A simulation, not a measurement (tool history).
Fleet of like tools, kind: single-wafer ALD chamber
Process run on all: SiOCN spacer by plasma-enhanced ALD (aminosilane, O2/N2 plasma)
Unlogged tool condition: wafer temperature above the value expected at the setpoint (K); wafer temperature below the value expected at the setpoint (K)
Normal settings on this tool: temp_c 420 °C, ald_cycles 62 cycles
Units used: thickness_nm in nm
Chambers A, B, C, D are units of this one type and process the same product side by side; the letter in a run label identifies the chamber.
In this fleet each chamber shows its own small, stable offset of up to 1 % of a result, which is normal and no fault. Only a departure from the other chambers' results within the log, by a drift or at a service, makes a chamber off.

| run | hour | temp_c | ald_cycles | hours since the last thermocouple change | read-back reference wafer on the same gauge, thickness_nm | thickness_nm |
|---|---|---|---|---|---|---|
| 1A | 10.2 | 420 | 62 | 509.3 | 3.4795 | 3.5522 |
| 2B | 25.5 | 420 | 62 | 1979.2 | 3.4779 | 3.5529 |
| 3D | 33.6 | 420 | 62 | 1641.4 | 3.4823 | 3.5272 |
| 4C | 45.9 | 420 | 62 | 2224.8 | 3.4791 | 3.5236 |
| 5C | 61.2 | 420 | 62 | 2240.1 | 3.4802 | 3.544 |
| 6B | 74.8 | 420 | 62 | 2028.5 | 3.4814 | 3.5178 |
| 7D | 83.3 | 420 | 62 | 1691.1 | 3.4831 | 3.491 |
| 8A | 97.5 | 414 | 69 | 596.6 | 3.481 | 4.0135 |
| 9A | 110.2 | 414 | 69 | 609.3 | 3.4827 | 4.0117 |
| 10B | 123.4 | 414 | 69 | 2077.1 | 3.4832 | 3.9836 |
| 11D | 136 | 414 | 69 | 1743.8 | 3.4772 | 4.0344 |
| 12C | 142.8 | 420 | 62 | 2321.7 | 3.4767 | 3.5485 |
| 13C | 154 | 420 | 69 | 2332.9 | 3.4777 | 3.9365 |
| 14A | 167.2 | 420 | 69 | 666.3 | 3.4772 | 3.9104 |
| 15B | 177.8 | 420 | 69 | 2131.5 | 3.4825 | 3.9775 |
| 16D | 187.5 | 420 | 69 | 1795.3 | 3.4773 | 3.922 |
| 17C | 195.7 | 420 | 62 | 2374.6 | 3.476 | 3.5242 |
| 18A | 208 | 420 | 62 | 707.1 | 3.4777 | 3.5566 |
| 19B | 217.8 | 420 | 62 | 2171.5 | 3.4802 | 3.5251 |
| 20D | 231.2 | 420 | 62 | 1839 | 3.4806 | 3.565 |
| 21A | 245.4 | 420 | 62 | 744.5 | 3.4792 | 3.5536 |
| 22D | 259 | 420 | 62 | 1866.8 | 3.4771 | 3.5129 |
| 23B | 274 | 420 | 62 | 2227.7 | 3.4855 | 3.5454 |
| 24C | 281.1 | 420 | 62 | 2460 | 3.4805 | 3.5654 |
| 25A | 289.5 | 420 | 62 | 788.6 | 3.4744 | 3.5158 |
| 26D | 298.6 | 420 | 62 | 1906.4 | 3.4793 | 3.5559 |
| 27C | 311.8 | 420 | 62 | 2490.7 | 3.4807 | 3.5406 |
| 28B | 323.3 | 409 | 62 | 2277 | 3.4793 | 3.6397 |
| 29A | 331.7 | 409 | 62 | 830.8 | 3.4841 | 3.6424 |
| 30D | 343.7 | 409 | 62 | 1951.5 | 3.4806 | 3.624 |
| 31B | 358.6 | 409 | 62 | 2312.3 | 3.4809 | 3.6589 |
| 32C | 367.8 | 420 | 62 | 2546.7 | 3.4797 | 3.5234 |
| 33A | 377 | 411 | 69 | 876.1 | 3.4868 | 4.0141 |

Next, every chamber runs the same settings. What will each give?
| 34A | 388.3 | 420 | 62 |  |  | ? |
| 34B | 388.3 | 420 | 62 |  |  | ? |
| 34C | 388.3 | 420 | 62 |  |  | ? |
| 34D | 388.3 | 420 | 62 |  |  | ? |

| run | thickness_nm |
|---|---|
| 34A | 3.5288 |
| 34B | 3.5732 |
| 34C | 3.5447 |
| 34D | 3.5033 |
